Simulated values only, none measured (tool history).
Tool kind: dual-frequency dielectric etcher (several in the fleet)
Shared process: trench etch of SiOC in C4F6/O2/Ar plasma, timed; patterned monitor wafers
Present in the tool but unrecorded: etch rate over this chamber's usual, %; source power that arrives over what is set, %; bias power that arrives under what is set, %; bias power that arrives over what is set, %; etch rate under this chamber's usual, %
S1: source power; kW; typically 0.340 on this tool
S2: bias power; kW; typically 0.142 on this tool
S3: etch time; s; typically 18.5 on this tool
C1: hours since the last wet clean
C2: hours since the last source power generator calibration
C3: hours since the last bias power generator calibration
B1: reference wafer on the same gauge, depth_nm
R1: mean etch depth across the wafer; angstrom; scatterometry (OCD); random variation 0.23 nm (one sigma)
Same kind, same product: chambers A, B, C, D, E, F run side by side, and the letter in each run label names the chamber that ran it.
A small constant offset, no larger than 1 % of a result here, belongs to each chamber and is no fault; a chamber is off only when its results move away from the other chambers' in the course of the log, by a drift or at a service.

| run | day | S1 | S2 | S3 | C1 | C2 | C3 | B1 | R1 |
|---|---|---|---|---|---|---|---|---|---|
| 1A | 0.275 | 0.340 | 0.142 | 18.5 | 320.5 | 2043.4 | 1064.1 | 35.735 | 335.58 |
| 2D | 0.650 | 0.340 | 0.142 | 18.5 | 442.4 | 732.4 | 2009.6 | 35.690 | 335.25 |
| 3C | 0.996 | 0.340 | 0.142 | 18.5 | 97.4 | 4320.4 | 4307.2 | 35.691 | 334.51 |
|  | 1.192 | chamber E: wet clean of the chamber |
| 4F | 1.438 | 0.340 | 0.142 | 18.5 | 326.8 | 1432.9 | 1322.7 | 35.724 | 337.64 |
| 5E | 1.908 | 0.340 | 0.142 | 18.5 | 17.2 | 2522.5 | 1665.2 | 35.686 | 335.92 |
| 6B | 2.217 | 0.310 | 0.117 | 18.5 | 412.8 | 1894.7 | 244.2 | 35.758 | 302.64 |
| 7C | 2.496 | 0.310 | 0.117 | 18.5 | 133.4 | 4356.4 | 4343.2 | 35.728 | 306.39 |
| 8D | 2.721 | 0.310 | 0.117 | 18.5 | 492.1 | 782.1 | 2059.3 | 35.728 | 304.98 |
| 9E | 2.983 | 0.310 | 0.117 | 18.5 | 43.0 | 2548.3 | 1691.0 | 35.660 | 306.19 |
| 10F | 3.442 | 0.310 | 0.117 | 18.5 | 374.9 | 1481.0 | 1370.8 | 35.676 | 306.16 |
| 11B | 3.800 | 0.310 | 0.117 | 18.5 | 450.8 | 1932.7 | 282.2 | 35.673 | 307.31 |
| 12A | 4.162 | 0.340 | 0.121 | 13.5 | 413.8 | 2136.7 | 1157.4 | 35.746 | 234.64 |
| 13F | 4.479 | 0.340 | 0.121 | 13.5 | 399.8 | 1505.9 | 1395.7 | 35.705 | 235.19 |
| 14A | 4.850 | 0.340 | 0.121 | 13.5 | 430.3 | 2153.2 | 1173.9 | 35.672 | 231.37 |
| 15B | 5.183 | 0.340 | 0.121 | 13.5 | 484.0 | 1965.9 | 315.4 | 35.716 | 231.79 |
| 16E | 5.517 | 0.340 | 0.121 | 13.5 | 103.8 | 2609.1 | 1751.8 | 35.687 | 234.51 |
| 17C | 5.854 | 0.340 | 0.121 | 13.5 | 214.0 | 4437.0 | 4423.8 | 35.685 | 232.95 |
| 18D | 6.279 | 0.340 | 0.142 | 18.5 | 577.5 | 867.5 | 2144.7 | 35.654 | 336.17 |
| 19E | 6.608 | 0.340 | 0.142 | 18.5 | 130.0 | 2635.3 | 1778.0 | 35.729 | 337.04 |
| 20B | 7.071 | 0.340 | 0.142 | 18.5 | 529.3 | 2011.2 | 360.7 | 35.713 | 338.11 |
| 21C | 7.346 | 0.340 | 0.142 | 18.5 | 249.8 | 4472.8 | 4459.6 | 35.679 | 340.05 |
|  | 7.654 | chamber C: bias power generator calibrated |
| 22A | 7.671 | 0.340 | 0.142 | 18.5 | 498.0 | 2220.9 | 1241.6 | 35.674 | 332.80 |
| 23D | 7.917 | 0.340 | 0.142 | 18.5 | 616.8 | 906.8 | 2184.0 | 35.703 | 340.86 |
|  | 7.938 | chamber C: source power generator calibrated |
| 24F | 8.304 | 0.340 | 0.142 | 18.5 | 491.6 | 1597.7 | 1487.5 | 35.723 | 336.08 |
| 25B | 8.662 | 0.340 | 0.162 | 15.0 | 567.5 | 2049.4 | 398.9 | 35.769 | 284.43 |
|  | 8.858 | chamber B: wet clean of the chamber |
| 26E | 8.971 | 0.340 | 0.162 | 15.0 | 186.7 | 2692.0 | 1834.7 | 35.700 | 280.30 |
| 27D | 9.312 | 0.340 | 0.162 | 15.0 | 650.3 | 940.3 | 2217.5 | 35.755 | 285.22 |
|  | 9.492 | chamber A: wet clean of the chamber |
| 28F | 9.554 | 0.340 | 0.162 | 15.0 | 521.6 | 1627.7 | 1517.5 | 35.710 | 285.52 |
| 29A | 9.854 | 0.340 | 0.162 | 15.0 | 8.7 | 2273.3 | 1294.0 | 35.743 | 278.88 |
| 30C | 10.167 | 0.340 | 0.162 | 15.0 | 317.5 | 53.5 | 60.3 | 35.724 | 285.99 |
|  | 10.250 | chamber F: wet clean of the chamber |
| 31A | 10.400 | 0.340 | 0.142 | 18.5 | 21.8 | 2286.4 | 1307.1 | 35.678 | 332.19 |
| 32C | 10.662 | 0.340 | 0.142 | 18.5 | 329.4 | 65.4 | 72.2 | 35.706 | 333.78 |
| 33D | 10.883 | 0.340 | 0.142 | 18.5 | 688.0 | 978.0 | 2255.2 | 35.765 | 336.67 |
| 34B | 11.329 | 0.300 | 0.142 | 23.0 | 59.4 | 2113.4 | 462.9 | 35.744 | 399.75 |
| 35E | 11.562 | 0.300 | 0.142 | 23.0 | 248.9 | 2754.2 | 1896.9 | 35.702 | 393.54 |
| 36F | 11.979 | 0.300 | 0.142 | 23.0 | 41.5 | 1685.9 | 1575.7 | 35.692 | 399.86 |
| 37E | 12.254 | 0.300 | 0.142 | 23.0 | 265.5 | 2770.8 | 1913.5 | 35.687 | 396.28 |

What goes on in this fleet: one chamber off, a drifting gauge, or nothing beyond the chambers' own small offsets? Name the chamber and the cause, if any.

Neither any chamber nor the gauge drifts; the chambers differ only by their own small, steady offsets.
